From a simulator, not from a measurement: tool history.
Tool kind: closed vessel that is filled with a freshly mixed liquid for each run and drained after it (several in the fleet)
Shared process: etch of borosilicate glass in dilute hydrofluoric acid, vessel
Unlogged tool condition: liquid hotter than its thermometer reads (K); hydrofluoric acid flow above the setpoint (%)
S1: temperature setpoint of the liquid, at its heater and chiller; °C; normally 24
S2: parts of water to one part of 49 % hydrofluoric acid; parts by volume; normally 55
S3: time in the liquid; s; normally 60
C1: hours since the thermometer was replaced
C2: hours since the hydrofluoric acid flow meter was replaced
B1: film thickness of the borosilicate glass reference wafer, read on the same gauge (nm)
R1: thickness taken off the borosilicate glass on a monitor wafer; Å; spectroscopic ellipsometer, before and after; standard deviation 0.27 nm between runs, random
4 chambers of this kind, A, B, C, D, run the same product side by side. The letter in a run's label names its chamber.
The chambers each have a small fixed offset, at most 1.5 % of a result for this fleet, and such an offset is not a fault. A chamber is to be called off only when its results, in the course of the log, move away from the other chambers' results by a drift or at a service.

run	hour	S1	S2	S3	C1	C2	B1	R1
1B	4.5	24	55	60	1549.8	104.7	100.01	331.7
2A	7.3	24	55	60	882.8	443.2	99.956	326.02
3D	12.3	24	55	60	527.1	355.8	99.989	323.85
4C	16.1	24	55	60	1238.5	554.6	99.999	325.76
5A	21.4	24	55	60	896.9	457.3	100.03	328.27
6D	25.9	24	55	60	540.7	369.4	100.01	327.09
7C	29	24	55	60	1251.4	567.5	99.974	324.25
8B	34	24	55	60	1579.3	134.2	99.99	327.39
9A	39.9	24	55	60	915.4	475.8	100	328.06
10B	43	24	55	60	1588.3	143.2	99.972	329.36
11D	47.8	24	55	60	562.6	391.3	100.01	322.54
12C	51.7	24	55	60	1274.1	590.2	99.996	322.94
13D	56.3	24	55	60	571.1	399.8	99.99	326.16
14B	62.1	24	55	60	1607.4	162.3	99.968	325.73
# hour 64.2: chamber D: thermometer replaced
15A	65.4	24	55	60	940.9	501.3	100.01	336.5
16C	68.4	28	40	60	1290.8	606.9	100.02	538.39
17B	72.9	28	40	60	1618.2	173.1	99.997	538.72
18D	77.3	28	40	60	13.1	420.8	99.966	524.42
19C	79.9	28	40	60	1302.3	618.4	99.979	544.16
20A	84	24	55	60	959.5	519.9	100.03	338.26
21D	87.6	24	55	60	23.4	431.1	100	320.68
22A	93.4	24	55	60	968.9	529.3	100.03	337.08
23B	99.2	24	55	60	1644.5	199.4	100.02	329.75
24C	103.6	24	55	60	1326	642.1	99.989	327.51
25D	109	24	55	60	44.8	452.5	100	324.43
26B	114.7	24	55	60	1660	214.9	100.04	324.21
27C	118.3	21	55	80	1340.7	656.8	100.01	375.97
28A	121.1	21	55	80	996.6	557	100	402.14
29B	124.3	21	55	80	1669.6	224.5	100	385.7
30C	129.6	21	55	80	1352	668.1	100	380.24
31D	133.6	24	55	60	69.4	477.1	100.02	321.5
32A	139.1	24	55	60	1014.6	575	99.987	354.47
33D	143.7	24	55	60	79.5	487.2	99.968	322.97
34C	148.6	24	55	60	1371	687.1	100	320.5
35A	152.5	24	55	60	1028	588.4	100	348.8
36B	155.8	24	55	60	1701.1	256	100.03	329.44
37C	161.1	24	55	60	1383.5	699.6	100.04	327.43
38D	166.5	24	55	60	102.3	510	99.979	325.63
39A	172.2	24	55	60	1047.7	608.1	100.01	352.28
40B	176.8	24	55	60	1722.1	277	99.978	330.82

One chamber off, gauge drift, or nothing amiss beyond the chambers' own small offsets? If it is a chamber, which one, and what is the likeliest cause?

Chamber A drifts away from the others.
Likeliest cause: hydrofluoric acid flow above the setpoint (%) = 7.61.
With only this log, it may be confused with: liquid hotter than its thermometer reads (K).

Chamber A could run next with any of the 4 candidate recipes listed below; each alters the usual settings, and their results appear as question marks. Which one brings its results back in line with what the other chambers deliver on the usual settings?
In line means no further than this from the other chambers' mean on the usual settings: R1 9.5 Å
41A-1	181.1	24	50	65				?
41A-2	181.1	24	60	55				?
41A-3	181.1	24	60	60				?
41A-4	181.1	24	55	65				?

Mean of the other chambers on the usual settings: R1 324.93 Å
run	R1
41A-1	427.04
41A-2	297.89
41A-3	324.97
41A-4	386.15
The answer is 41A-3, which returns the chamber to within the allowed miss of the others.
